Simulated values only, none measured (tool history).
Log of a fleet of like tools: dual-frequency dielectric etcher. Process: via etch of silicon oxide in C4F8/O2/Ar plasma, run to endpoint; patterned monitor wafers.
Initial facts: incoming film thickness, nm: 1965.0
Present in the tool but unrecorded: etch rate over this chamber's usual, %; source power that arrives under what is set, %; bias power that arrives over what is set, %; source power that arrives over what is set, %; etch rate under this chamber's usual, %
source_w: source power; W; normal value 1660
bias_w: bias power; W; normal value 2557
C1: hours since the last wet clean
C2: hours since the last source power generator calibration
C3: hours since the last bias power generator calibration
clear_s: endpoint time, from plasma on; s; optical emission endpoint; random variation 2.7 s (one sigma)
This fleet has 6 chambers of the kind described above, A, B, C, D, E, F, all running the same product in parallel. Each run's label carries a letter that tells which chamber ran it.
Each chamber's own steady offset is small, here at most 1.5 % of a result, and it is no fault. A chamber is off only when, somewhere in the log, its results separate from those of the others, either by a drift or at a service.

{"hour": 0.2, "done": "chamber C: wet clean of the chamber"}
{"run": "1F", "hour": 2.4, "source_w": 1660, "bias_w": 2557, "C1": 230.1, "C2": 2034, "C3": 2887.6, "clear_s": 385.9}
{"run": "2D", "hour": 6.5, "source_w": 1660, "bias_w": 2557, "C1": 177.9, "C2": 487.5, "C3": 2636, "clear_s": 384.64}
{"run": "3A", "hour": 9.7, "source_w": 1660, "bias_w": 2557, "C1": 427.5, "C2": 1530.2, "C3": 1558.5, "clear_s": 391.26}
{"hour": 10.4, "done": "chamber A: wet clean of the chamber"}
{"run": "4B", "hour": 14.4, "source_w": 1660, "bias_w": 2557, "C1": 298.8, "C2": 2522.5, "C3": 1132.4, "clear_s": 382.15}
{"run": "5C", "hour": 18.3, "source_w": 1660, "bias_w": 2557, "C1": 18.1, "C2": 182.4, "C3": 1922, "clear_s": 385.17}
{"run": "6E", "hour": 22.0, "source_w": 1660, "bias_w": 2557, "C1": 85.9, "C2": 1024.6, "C3": 1293.6, "clear_s": 389.49}
{"run": "7D", "hour": 25.8, "source_w": 1660, "bias_w": 2557, "C1": 197.2, "C2": 506.8, "C3": 2655.3, "clear_s": 385.03}
{"run": "8A", "hour": 28.5, "source_w": 1660, "bias_w": 2557, "C1": 18.2, "C2": 1549, "C3": 1577.3, "clear_s": 391.55}
{"run": "9F", "hour": 32.4, "source_w": 1660, "bias_w": 2557, "C1": 260.1, "C2": 2064, "C3": 2917.6, "clear_s": 385.32}
{"run": "10C", "hour": 36.5, "source_w": 1660, "bias_w": 2557, "C1": 36.3, "C2": 200.6, "C3": 1940.2, "clear_s": 384.93}
{"run": "11E", "hour": 40.0, "source_w": 1340, "bias_w": 2185, "C1": 103.9, "C2": 1042.6, "C3": 1311.6, "clear_s": 440.86}
{"run": "12B", "hour": 42.3, "source_w": 1340, "bias_w": 2185, "C1": 326.7, "C2": 2550.4, "C3": 1160.3, "clear_s": 443.2}
{"run": "13F", "hour": 44.6, "source_w": 1340, "bias_w": 2185, "C1": 272.3, "C2": 2076.2, "C3": 2929.8, "clear_s": 443.71}
{"run": "14C", "hour": 47.5, "source_w": 1340, "bias_w": 2185, "C1": 47.3, "C2": 211.6, "C3": 1951.2, "clear_s": 446.97}
{"run": "15A", "hour": 50.8, "source_w": 1340, "bias_w": 2185, "C1": 40.5, "C2": 1571.3, "C3": 1599.6, "clear_s": 448.52}
{"run": "16B", "hour": 53.1, "source_w": 1340, "bias_w": 2185, "C1": 337.5, "C2": 2561.2, "C3": 1171.1, "clear_s": 440.25}
{"hour": 54.8, "done": "chamber B: source power generator calibrated"}
{"run": "17E", "hour": 56.8, "source_w": 1660, "bias_w": 2557, "C1": 120.7, "C2": 1059.4, "C3": 1328.4, "clear_s": 388.55}
{"run": "18D", "hour": 60.9, "source_w": 1660, "bias_w": 2557, "C1": 232.3, "C2": 541.9, "C3": 2690.4, "clear_s": 383.85}
{"run": "19B", "hour": 64.9, "source_w": 1660, "bias_w": 2557, "C1": 349.3, "C2": 10.1, "C3": 1182.9, "clear_s": 385.88}
{"run": "20C", "hour": 69.4, "source_w": 1660, "bias_w": 2557, "C1": 69.2, "C2": 233.5, "C3": 1973.1, "clear_s": 392.22}
{"run": "21A", "hour": 73.2, "source_w": 1660, "bias_w": 2557, "C1": 62.9, "C2": 1593.7, "C3": 1622, "clear_s": 388.49}
{"run": "22F", "hour": 75.5, "source_w": 1660, "bias_w": 2557, "C1": 303.2, "C2": 2107.1, "C3": 2960.7, "clear_s": 388.57}
{"run": "23D", "hour": 78.6, "source_w": 1660, "bias_w": 2557, "C1": 250, "C2": 559.6, "C3": 2708.1, "clear_s": 387.35}
{"run": "24E", "hour": 81.3, "source_w": 1660, "bias_w": 2557, "C1": 145.2, "C2": 1083.9, "C3": 1352.9, "clear_s": 388.23}
{"run": "25E", "hour": 85.5, "source_w": 1660, "bias_w": 2557, "C1": 149.4, "C2": 1088.1, "C3": 1357.1, "clear_s": 391.14}
{"run": "26F", "hour": 88.6, "source_w": 1660, "bias_w": 2557, "C1": 316.3, "C2": 2120.2, "C3": 2973.8, "clear_s": 382.76}
{"run": "27D", "hour": 90.7, "source_w": 1660, "bias_w": 2557, "C1": 262.1, "C2": 571.7, "C3": 2720.2, "clear_s": 384.93}
{"run": "28C", "hour": 93.2, "source_w": 1660, "bias_w": 2557, "C1": 93, "C2": 257.3, "C3": 1996.9, "clear_s": 387.53}
{"run": "29B", "hour": 97.0, "source_w": 1660, "bias_w": 2270, "C1": 381.4, "C2": 42.2, "C3": 1215, "clear_s": 399.43}
{"run": "30A", "hour": 100.3, "source_w": 1660, "bias_w": 2270, "C1": 90, "C2": 1620.8, "C3": 1649.1, "clear_s": 397.54}
{"run": "31B", "hour": 104.6, "source_w": 1660, "bias_w": 2270, "C1": 389, "C2": 49.8, "C3": 1222.6, "clear_s": 407.76}
{"run": "32E", "hour": 109.2, "source_w": 1660, "bias_w": 2270, "C1": 173.1, "C2": 1111.8, "C3": 1380.8, "clear_s": 401.97}
{"run": "33C", "hour": 112.8, "source_w": 1660, "bias_w": 2270, "C1": 112.6, "C2": 276.9, "C3": 2016.5, "clear_s": 405.28}
{"run": "34A", "hour": 116.8, "source_w": 1660, "bias_w": 2270, "C1": 106.5, "C2": 1637.3, "C3": 1665.6, "clear_s": 408.73}
{"run": "35F", "hour": 120.3, "source_w": 1660, "bias_w": 2557, "C1": 348, "C2": 2151.9, "C3": 3005.5, "clear_s": 386.18}
{"run": "36D", "hour": 123.2, "source_w": 1660, "bias_w": 2557, "C1": 294.6, "C2": 604.2, "C3": 2752.7, "clear_s": 383.59}
{"run": "37C", "hour": 125.8, "source_w": 1660, "bias_w": 2557, "C1": 125.6, "C2": 289.9, "C3": 2029.5, "clear_s": 390.17}
{"run": "38D", "hour": 129.3, "source_w": 1660, "bias_w": 2557, "C1": 300.7, "C2": 610.3, "C3": 2758.8, "clear_s": 380.07}
{"run": "39F", "hour": 133.0, "source_w": 1660, "bias_w": 2557, "C1": 360.7, "C2": 2164.6, "C3": 3018.2, "clear_s": 382.32}
{"run": "40B", "hour": 137.0, "source_w": 1660, "bias_w": 2557, "C1": 421.4, "C2": 82.2, "C3": 1255, "clear_s": 381.62}
{"run": "41A", "hour": 141.0, "source_w": 1660, "bias_w": 2557, "C1": 130.7, "C2": 1661.5, "C3": 1689.8, "clear_s": 392.31}
{"run": "42E", "hour": 145.3, "source_w": 1660, "bias_w": 2557, "C1": 209.2, "C2": 1147.9, "C3": 1416.9, "clear_s": 384.5}
{"run": "43E", "hour": 149.3, "source_w": 1660, "bias_w": 2557, "C1": 213.2, "C2": 1151.9, "C3": 1420.9, "clear_s": 389.25}

Decide between three cases: one chamber stands off from its peers, the gauge reading all wafers drifts, or nothing is wrong past each chamber's small offset. Where a chamber is off, say which and what most likely put it there.

Nothing is wrong: each chamber keeps only its own small, steady offset and the gauge holds still.

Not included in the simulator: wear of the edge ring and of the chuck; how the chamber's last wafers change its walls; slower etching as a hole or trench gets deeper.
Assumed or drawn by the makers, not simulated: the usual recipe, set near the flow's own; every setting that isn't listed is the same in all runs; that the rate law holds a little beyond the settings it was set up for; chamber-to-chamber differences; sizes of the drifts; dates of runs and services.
